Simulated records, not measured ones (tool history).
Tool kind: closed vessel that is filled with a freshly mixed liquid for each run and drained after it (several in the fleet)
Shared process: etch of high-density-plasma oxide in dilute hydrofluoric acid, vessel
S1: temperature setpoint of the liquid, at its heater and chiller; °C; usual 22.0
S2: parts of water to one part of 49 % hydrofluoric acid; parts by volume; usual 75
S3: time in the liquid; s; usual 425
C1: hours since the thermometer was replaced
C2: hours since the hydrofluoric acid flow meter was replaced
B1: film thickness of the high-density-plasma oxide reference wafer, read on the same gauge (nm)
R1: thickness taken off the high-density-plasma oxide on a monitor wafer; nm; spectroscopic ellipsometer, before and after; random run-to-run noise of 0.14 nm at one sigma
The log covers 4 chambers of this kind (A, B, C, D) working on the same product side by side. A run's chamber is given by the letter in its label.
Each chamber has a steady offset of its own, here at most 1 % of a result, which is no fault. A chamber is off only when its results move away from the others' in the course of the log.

run,hour,S1,S2,S3,C1,C2,B1,R1
1B,2.3,22.0,75,425,427.1,492.4,119.96,27.311
2D,6.0,22.0,75,425,309.4,793.2,120.01,27.790
3C,9.3,22.0,75,425,311.9,534.3,119.98,27.225
4A,13.1,22.0,75,425,1441.0,1371.7,120.03,27.609
5C,16.3,22.0,75,425,318.9,541.3,119.98,27.555
6B,20.2,22.0,75,425,445.0,510.3,120.02,27.675
7D,23.4,22.0,75,425,326.8,810.6,120.02,27.924
8A,25.8,22.0,75,425,1453.7,1384.4,120.00,27.429
9D,28.3,22.0,75,425,331.7,815.5,119.96,27.808
10C,31.1,22.0,75,425,333.7,556.1,120.01,27.239
11B,33.6,22.0,35,235,458.4,523.7,120.02,33.991
12A,37.6,22.0,35,235,1465.5,1396.2,119.98,34.615
13D,40.8,22.0,35,235,344.2,828.0,119.98,34.074
14A,45.2,22.0,35,235,1473.1,1403.8,120.00,34.491
15C,49.1,22.0,75,425,351.7,574.1,120.00,27.193
16B,51.5,22.0,75,425,476.3,541.6,119.98,27.323
17D,54.3,22.0,75,425,357.7,841.5,120.01,28.020
18C,58.0,22.0,75,425,360.6,583.0,120.01,27.427
19B,60.8,22.0,75,425,485.6,550.9,120.00,27.186
20A,64.6,22.0,90,650,1492.5,1423.2,120.00,34.329
21B,69.5,22.0,90,650,494.3,559.6,119.97,33.752
# hour 71.0: chamber A: hydrofluoric acid flow meter replaced
22C,72.8,22.0,90,650,375.4,597.8,120.00,34.479
23D,75.4,22.0,90,650,378.8,862.6,120.04,34.846
24A,79.4,22.0,75,425,1507.3,8.5,119.98,27.458
25A,84.0,22.0,75,425,1511.9,13.1,119.99,27.671
26D,86.6,22.0,75,425,390.0,873.8,119.99,27.802
27B,91.2,22.0,75,425,516.0,581.3,120.00,27.185
28C,95.7,22.0,75,425,398.3,620.7,120.00,27.229
29A,98.7,22.0,75,425,1526.6,27.8,120.01,27.494
30C,101.7,17.5,75,425,404.3,626.7,120.01,22.328
31B,104.9,17.5,75,425,529.7,595.0,120.00,22.380
32D,107.9,17.5,75,425,411.3,895.1,119.98,23.004
33B,110.2,17.5,75,425,535.0,600.3,120.02,22.391
34C,114.2,22.0,75,425,416.8,639.2,119.98,27.326
35D,117.6,22.0,75,425,421.0,904.8,119.98,27.596
36A,120.9,22.0,75,425,1548.8,50.0,119.98,27.435
37D,125.6,22.0,75,425,429.0,912.8,119.96,27.893
38C,129.7,22.0,75,425,432.3,654.7,120.03,27.398
39A,132.7,22.0,75,425,1560.6,61.8,119.99,27.507

All 4 chambers run these settings next. Forecast each chamber's results:
40A,136.2,22.0,75,425,,,,?
40B,136.2,22.0,75,425,,,,?
40C,136.2,22.0,75,425,,,,?
40D,136.2,22.0,75,425,,,,?

run,R1
40A,27.413
40B,26.713
40C,27.501
40D,27.590
